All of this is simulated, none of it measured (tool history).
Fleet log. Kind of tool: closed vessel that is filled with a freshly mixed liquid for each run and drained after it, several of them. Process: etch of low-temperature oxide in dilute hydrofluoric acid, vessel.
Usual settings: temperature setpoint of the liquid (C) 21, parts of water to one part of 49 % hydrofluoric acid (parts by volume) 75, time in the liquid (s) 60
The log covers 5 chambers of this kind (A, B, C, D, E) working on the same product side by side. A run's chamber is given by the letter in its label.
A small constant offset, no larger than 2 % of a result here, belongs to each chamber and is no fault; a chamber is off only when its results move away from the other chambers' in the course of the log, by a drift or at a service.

run	day	temperature setpoint of the liquid (C)	parts of water to one part of 49 % hydrofluoric acid (parts by volume)	time in the liquid (s)	read-back film thickness of the low-temperature oxide reference wafer, read on the same gauge (nm)	thickness taken off the low-temperature oxide on a monitor wafer (Å)
1A	0.292	21	75	60	140	261.42
2E	0.488	21	75	60	139.97	257.98
3D	0.621	21	75	60	139.98	254.71
4C	0.858	21	75	60	139.99	256.21
5B	1.021	21	75	60	140.01	258.32
6E	1.3	21	75	60	139.97	255.21
7B	1.483	21	75	60	140	253.13
8D	1.742	21	75	60	139.96	252.86
9A	2.025	21	75	35	140.03	154.51
10C	2.279	21	75	35	140.02	149.38
11D	2.475	21	75	35	140.01	147.61
12A	2.671	21	75	35	139.97	154.5
13E	2.929	21	75	35	139.99	148.98
14C	3.129	21	75	60	140	257.23
15B	3.358	21	75	60	140.01	250.49
16C	3.604	21	75	60	140	254.48
17B	3.879	21	75	60	140.02	255.28
18D	4.125	21	75	60	140.04	253.46
19E	4.392	21	75	60	140	255.92
20A	4.667	21	75	60	140.02	261.97
21B	4.871	21	60	60	140	309.26
22D	5.021	21	60	60	140	327.58
23C	5.317	21	60	60	139.99	330.14
24E	5.5	21	60	60	140	330.52
25A	5.742	21	60	60	139.96	329.74
26C	6.033	24	40	60	139.98	579.62
27E	6.221	24	40	60	140	585.45
28A	6.442	24	40	60	140.04	573.13
29B	6.575	24	40	60	139.96	520.81
30D	6.708	24	40	60	140	575.13
31B	6.983	21	75	60	139.97	238.1
32E	7.283	21	110	35	140.03	98.233
33C	7.458	21	110	35	140	97.092
34A	7.658	21	110	35	140.01	100.24

Decide between three cases: one chamber stands off from its peers, the gauge reading all wafers drifts, or nothing is wrong past each chamber's small offset. Where a chamber is off, say which and what most likely put it there.

One chamber, B, drifts off from the rest bit by bit.
Most likely cause: liquid colder than its thermometer reads (K) = 2.39.
The log may not tell that from: hydrofluoric acid flow below the setpoint (%).

Which of the 4 candidates below, each the usual settings with something changed and its results left as question marks, puts chamber B back in line with what the other chambers give on the usual settings?
Allowed miss from the other chambers' usual-settings mean, per result, to count as in line: thickness taken off the low-temperature oxide on a monitor wafer (Å) 7
35B-1	7.875	21.5	70	60		?
35B-2	7.875	20	75	60		?
35B-3	7.875	21	75	55		?
35B-4	7.875	22	75	60		?

Usual-settings mean across the other chambers: thickness taken off the low-temperature oxide on a monitor wafer (Å) 257.18
run	thickness taken off the low-temperature oxide on a monitor wafer (Å)
35B-1	257.4
35B-2	224.4
35B-3	214.52
35B-4	243.98
Change 35B-1 lands the chamber within the allowed miss of the other chambers.
